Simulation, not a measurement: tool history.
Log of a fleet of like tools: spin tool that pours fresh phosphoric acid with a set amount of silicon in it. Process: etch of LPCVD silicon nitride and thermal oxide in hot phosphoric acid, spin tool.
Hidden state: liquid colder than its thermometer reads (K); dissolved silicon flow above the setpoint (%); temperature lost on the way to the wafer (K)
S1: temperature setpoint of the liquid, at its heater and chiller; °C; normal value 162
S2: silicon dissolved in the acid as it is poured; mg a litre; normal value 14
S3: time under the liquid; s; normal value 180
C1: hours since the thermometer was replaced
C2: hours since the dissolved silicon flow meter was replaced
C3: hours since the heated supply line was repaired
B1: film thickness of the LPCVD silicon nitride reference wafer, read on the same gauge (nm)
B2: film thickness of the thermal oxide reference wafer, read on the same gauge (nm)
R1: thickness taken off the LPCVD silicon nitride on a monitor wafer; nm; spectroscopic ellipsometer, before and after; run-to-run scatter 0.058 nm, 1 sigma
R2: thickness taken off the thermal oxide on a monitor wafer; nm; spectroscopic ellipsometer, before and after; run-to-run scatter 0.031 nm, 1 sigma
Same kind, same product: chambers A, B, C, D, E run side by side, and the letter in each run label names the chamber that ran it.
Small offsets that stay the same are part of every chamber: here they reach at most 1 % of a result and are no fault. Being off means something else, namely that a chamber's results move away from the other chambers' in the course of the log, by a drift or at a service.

{"run": "1E", "hour": 10.0, "S1": 162, "S2": 14, "S3": 180, "C1": 1276.2, "C2": 1843.5, "C3": 1330.1, "B1": 140.01, "B2": 40.033, "R1": 16.748, "R2": 0.43688}
{"run": "2A", "hour": 22.2, "S1": 162, "S2": 14, "S3": 180, "C1": 253.2, "C2": 472.7, "C3": 772.5, "B1": 139.98, "B2": 39.999, "R1": 16.382, "R2": 0.50195}
{"run": "3B", "hour": 36.2, "S1": 162, "S2": 14, "S3": 180, "C1": 289.5, "C2": 192.2, "C3": 1331.2, "B1": 139.99, "B2": 39.995, "R1": 16.491, "R2": 0.40931}
{"hour": 37.8, "done": "chamber C: thermometer replaced"}
{"run": "4C", "hour": 46.4, "S1": 162, "S2": 14, "S3": 180, "C1": 8.6, "C2": 1410.6, "C3": 1902.4, "B1": 139.99, "B2": 40.043, "R1": 16.362, "R2": 0.42126}
{"run": "5D", "hour": 60.5, "S1": 162, "S2": 14, "S3": 180, "C1": 2140.8, "C2": 1036.7, "C3": 973.1, "B1": 140.04, "B2": 40.028, "R1": 16.395, "R2": 0.45484}
{"run": "6C", "hour": 70.0, "S1": 162, "S2": 14, "S3": 180, "C1": 32.2, "C2": 1434.2, "C3": 1926, "B1": 140, "B2": 40.018, "R1": 16.377, "R2": 0.4296}
{"run": "7A", "hour": 77.1, "S1": 162, "S2": 14, "S3": 180, "C1": 308.1, "C2": 527.6, "C3": 827.4, "B1": 140.02, "B2": 39.976, "R1": 16.381, "R2": 0.45818}
{"hour": 81.0, "done": "chamber D: heated supply line repaired"}
{"run": "8D", "hour": 84.1, "S1": 162, "S2": 14, "S3": 180, "C1": 2164.4, "C2": 1060.3, "C3": 3.1, "B1": 140.01, "B2": 40.024, "R1": 16.245, "R2": 0.39731}
{"run": "9E", "hour": 94.9, "S1": 162, "S2": 14, "S3": 180, "C1": 1361.1, "C2": 1928.4, "C3": 1415, "B1": 140, "B2": 39.992, "R1": 16.633, "R2": 0.40052}
{"run": "10B", "hour": 104.7, "S1": 162, "S2": 14, "S3": 180, "C1": 358, "C2": 260.7, "C3": 1399.7, "B1": 139.98, "B2": 40.012, "R1": 16.501, "R2": 0.37949}
{"run": "11E", "hour": 117.5, "S1": 162, "S2": 14, "S3": 180, "C1": 1383.7, "C2": 1951, "C3": 1437.6, "B1": 140.01, "B2": 40.001, "R1": 16.507, "R2": 0.41317}
{"run": "12D", "hour": 129.5, "S1": 162, "S2": 14, "S3": 180, "C1": 2209.8, "C2": 1105.7, "C3": 48.5, "B1": 140.02, "B2": 39.976, "R1": 16.28, "R2": 0.46601}
{"run": "13B", "hour": 136.3, "S1": 162, "S2": 23.5, "S3": 180, "C1": 389.6, "C2": 292.3, "C3": 1431.3, "B1": 139.99, "B2": 39.969, "R1": 16.613, "R2": 0.31689}
{"run": "14A", "hour": 148.5, "S1": 162, "S2": 23.5, "S3": 180, "C1": 379.5, "C2": 599, "C3": 898.8, "B1": 140.01, "B2": 39.968, "R1": 16.321, "R2": 0.33852}
{"run": "15C", "hour": 156.3, "S1": 162, "S2": 23.5, "S3": 180, "C1": 118.5, "C2": 1520.5, "C3": 2012.3, "B1": 139.97, "B2": 39.983, "R1": 16.401, "R2": 0.33741}
{"run": "16D", "hour": 165.0, "S1": 162, "S2": 23.5, "S3": 180, "C1": 2245.3, "C2": 1141.2, "C3": 84, "B1": 140, "B2": 39.985, "R1": 16.44, "R2": 0.31384}
{"hour": 167.9, "done": "chamber D: thermometer replaced"}
{"hour": 176.5, "done": "chamber A: dissolved silicon flow meter replaced"}
{"run": "17E", "hour": 177.2, "S1": 162, "S2": 23.5, "S3": 180, "C1": 1443.4, "C2": 2010.7, "C3": 1497.3, "B1": 140.02, "B2": 40.034, "R1": 16.665, "R2": 0.32702}
{"run": "18A", "hour": 188.2, "S1": 162, "S2": 14, "S3": 180, "C1": 419.2, "C2": 11.7, "C3": 938.5, "B1": 139.99, "B2": 39.997, "R1": 16.505, "R2": 0.36829}
{"run": "19B", "hour": 194.8, "S1": 162, "S2": 14, "S3": 180, "C1": 448.1, "C2": 350.8, "C3": 1489.8, "B1": 140.01, "B2": 40.004, "R1": 16.486, "R2": 0.43957}
{"run": "20C", "hour": 201.4, "S1": 162, "S2": 14, "S3": 265, "C1": 163.6, "C2": 1565.6, "C3": 2057.4, "B1": 140.01, "B2": 40.011, "R1": 24.144, "R2": 0.55991}
{"run": "21C", "hour": 211.1, "S1": 162, "S2": 14, "S3": 265, "C1": 173.3, "C2": 1575.3, "C3": 2067.1, "B1": 140, "B2": 40.053, "R1": 24.06, "R2": 0.64282}
{"run": "22D", "hour": 220.0, "S1": 162, "S2": 14, "S3": 265, "C1": 52.1, "C2": 1196.2, "C3": 139, "B1": 139.98, "B2": 39.984, "R1": 23.893, "R2": 0.5778}
{"run": "23B", "hour": 230.1, "S1": 162, "S2": 14, "S3": 265, "C1": 483.4, "C2": 386.1, "C3": 1525.1, "B1": 140.02, "B2": 39.976, "R1": 24.451, "R2": 0.56965}
{"run": "24E", "hour": 237.1, "S1": 162, "S2": 14, "S3": 265, "C1": 1503.3, "C2": 2070.6, "C3": 1557.2, "B1": 139.97, "B2": 40.038, "R1": 24.387, "R2": 0.65459}
{"run": "25A", "hour": 246.8, "S1": 162, "S2": 14, "S3": 180, "C1": 477.8, "C2": 70.3, "C3": 997.1, "B1": 140.03, "B2": 39.978, "R1": 16.289, "R2": 0.38936}
{"run": "26B", "hour": 258.1, "S1": 162, "S2": 21, "S3": 265, "C1": 511.4, "C2": 414.1, "C3": 1553.1, "B1": 140.01, "B2": 39.992, "R1": 24.312, "R2": 0.52794}
{"run": "27A", "hour": 265.0, "S1": 162, "S2": 21, "S3": 265, "C1": 496, "C2": 88.5, "C3": 1015.3, "B1": 139.98, "B2": 39.99, "R1": 24.169, "R2": 0.5534}
{"run": "28C", "hour": 272.9, "S1": 162, "S2": 21, "S3": 265, "C1": 235.1, "C2": 1637.1, "C3": 2128.9, "B1": 140.05, "B2": 40.013, "R1": 24.045, "R2": 0.51633}
{"run": "29D", "hour": 281.5, "S1": 162, "S2": 21, "S3": 265, "C1": 113.6, "C2": 1257.7, "C3": 200.5, "B1": 140.01, "B2": 40.013, "R1": 24.122, "R2": 0.4955}
{"run": "30E", "hour": 290.1, "S1": 162, "S2": 21, "S3": 265, "C1": 1556.3, "C2": 2123.6, "C3": 1610.2, "B1": 140, "B2": 39.981, "R1": 24.666, "R2": 0.45993}
{"run": "31A", "hour": 297.0, "S1": 162, "S2": 14, "S3": 180, "C1": 528, "C2": 120.5, "C3": 1047.3, "B1": 140, "B2": 40.017, "R1": 16.452, "R2": 0.45178}
{"run": "32B", "hour": 309.4, "S1": 162, "S2": 14, "S3": 135, "C1": 562.7, "C2": 465.4, "C3": 1604.4, "B1": 140.01, "B2": 39.981, "R1": 12.452, "R2": 0.31556}
{"run": "33E", "hour": 321.0, "S1": 162, "S2": 14, "S3": 135, "C1": 1587.2, "C2": 2154.5, "C3": 1641.1, "B1": 139.99, "B2": 40.025, "R1": 12.468, "R2": 0.31751}
{"run": "34D", "hour": 329.0, "S1": 162, "S2": 14, "S3": 135, "C1": 161.1, "C2": 1305.2, "C3": 248, "B1": 139.98, "B2": 40.017, "R1": 12.317, "R2": 0.30365}
{"run": "35C", "hour": 336.4, "S1": 162, "S2": 14, "S3": 135, "C1": 298.6, "C2": 1700.6, "C3": 2192.4, "B1": 140.02, "B2": 39.992, "R1": 12.244, "R2": 0.30818}
{"run": "36D", "hour": 344.9, "S1": 162, "S2": 14, "S3": 135, "C1": 177, "C2": 1321.1, "C3": 263.9, "B1": 140.02, "B2": 39.986, "R1": 12.22, "R2": 0.31657}

Read the log: is a single chamber off, either drifting away or since a service, is the gauge that measures every chamber drifting, or is nothing wrong beyond small per-chamber offsets? Name any odd chamber and what most likely caused it.

Neither any chamber nor the gauge drifts; the chambers differ only by their own small, steady offsets.
